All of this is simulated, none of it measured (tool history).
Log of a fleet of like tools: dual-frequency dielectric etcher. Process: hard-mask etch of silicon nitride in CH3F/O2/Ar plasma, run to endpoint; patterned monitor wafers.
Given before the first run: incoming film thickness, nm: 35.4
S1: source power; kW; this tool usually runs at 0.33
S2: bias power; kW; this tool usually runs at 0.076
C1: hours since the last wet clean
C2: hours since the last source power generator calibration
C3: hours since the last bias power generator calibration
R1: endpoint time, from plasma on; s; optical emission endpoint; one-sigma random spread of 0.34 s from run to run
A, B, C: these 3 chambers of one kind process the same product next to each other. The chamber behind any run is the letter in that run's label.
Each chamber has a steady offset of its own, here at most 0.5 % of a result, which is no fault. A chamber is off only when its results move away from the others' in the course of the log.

run,hour,S1,S2,C1,C2,C3,R1
1A,8,0.33,0.076,257.3,1051.2,3732.3,53.669
2B,22.3,0.33,0.076,71.4,469.9,101.9,53.739
3C,33.6,0.33,0.076,286,351.2,2199,53.948
4A,43.9,0.33,0.076,293.2,1087.1,3768.2,54.062
5C,57.2,0.33,0.076,309.6,374.8,2222.6,53.603
6B,65.1,0.33,0.076,114.2,512.7,144.7,53.065
7B,80.1,0.33,0.076,129.2,527.7,159.7,53.831
8A,91.8,0.33,0.076,341.1,1135,3816.1,53.836
9C,106,0.33,0.076,358.4,423.6,2271.4,53.813
10A,117.8,0.33,0.076,367.1,1161,3842.1,53.895
11C,125.2,0.33,0.076,377.6,442.8,2290.6,54.375
12B,137.5,0.33,0.076,186.6,585.1,217.1,53.878
13C,150.7,0.33,0.076,403.1,468.3,2316.1,54.268
# hour 161.3: chamber C: bias power generator calibrated
# hour 164.3: chamber A: wet clean of the chamber
14A,165.2,0.33,0.076,0.9,1208.4,3889.5,53.748
15B,173.7,0.33,0.076,222.8,621.3,253.3,53.374
16A,187.1,0.33,0.087,22.8,1230.3,3911.4,51.69
17C,201.5,0.33,0.087,453.9,519.1,40.3,51.924
18B,216,0.33,0.087,265.1,663.6,295.6,50.996
19A,224.4,0.33,0.076,60.1,1267.6,3948.7,54.132
20C,237.8,0.33,0.076,490.2,555.4,76.6,55.447
21B,247.5,0.33,0.076,296.6,695.1,327.1,53.389
22A,255.1,0.33,0.076,90.8,1298.3,3979.4,54.432
23B,265.7,0.33,0.076,314.8,713.3,345.3,53.405
24C,277.2,0.33,0.076,529.6,594.8,116,55.294
25A,292.3,0.33,0.076,128,1335.5,4016.6,53.825
26C,305.8,0.33,0.076,558.2,623.4,144.6,55.473
27B,320.6,0.33,0.076,369.7,768.2,400.2,53.509
28B,332.5,0.33,0.076,381.6,780.1,412.1,53.451
29C,340.5,0.33,0.076,592.9,658.1,179.3,56.45
# hour 347: chamber B: wet clean of the chamber
30A,355,0.33,0.076,190.7,1398.2,4079.3,54.605
31A,362.6,0.38,0.091,198.3,1405.8,4086.9,48.538
32C,369.5,0.38,0.091,621.9,687.1,208.3,50.614
33B,381.8,0.38,0.091,34.9,829.4,461.4,47.955

Predict what each chamber gives when all 3 of them run the settings below next.
34A,392.7,0.33,0.076,,,,?
34B,392.7,0.33,0.076,,,,?
34C,392.7,0.33,0.076,,,,?

run,R1
34A,54.195
34B,53.4
34C,56.672

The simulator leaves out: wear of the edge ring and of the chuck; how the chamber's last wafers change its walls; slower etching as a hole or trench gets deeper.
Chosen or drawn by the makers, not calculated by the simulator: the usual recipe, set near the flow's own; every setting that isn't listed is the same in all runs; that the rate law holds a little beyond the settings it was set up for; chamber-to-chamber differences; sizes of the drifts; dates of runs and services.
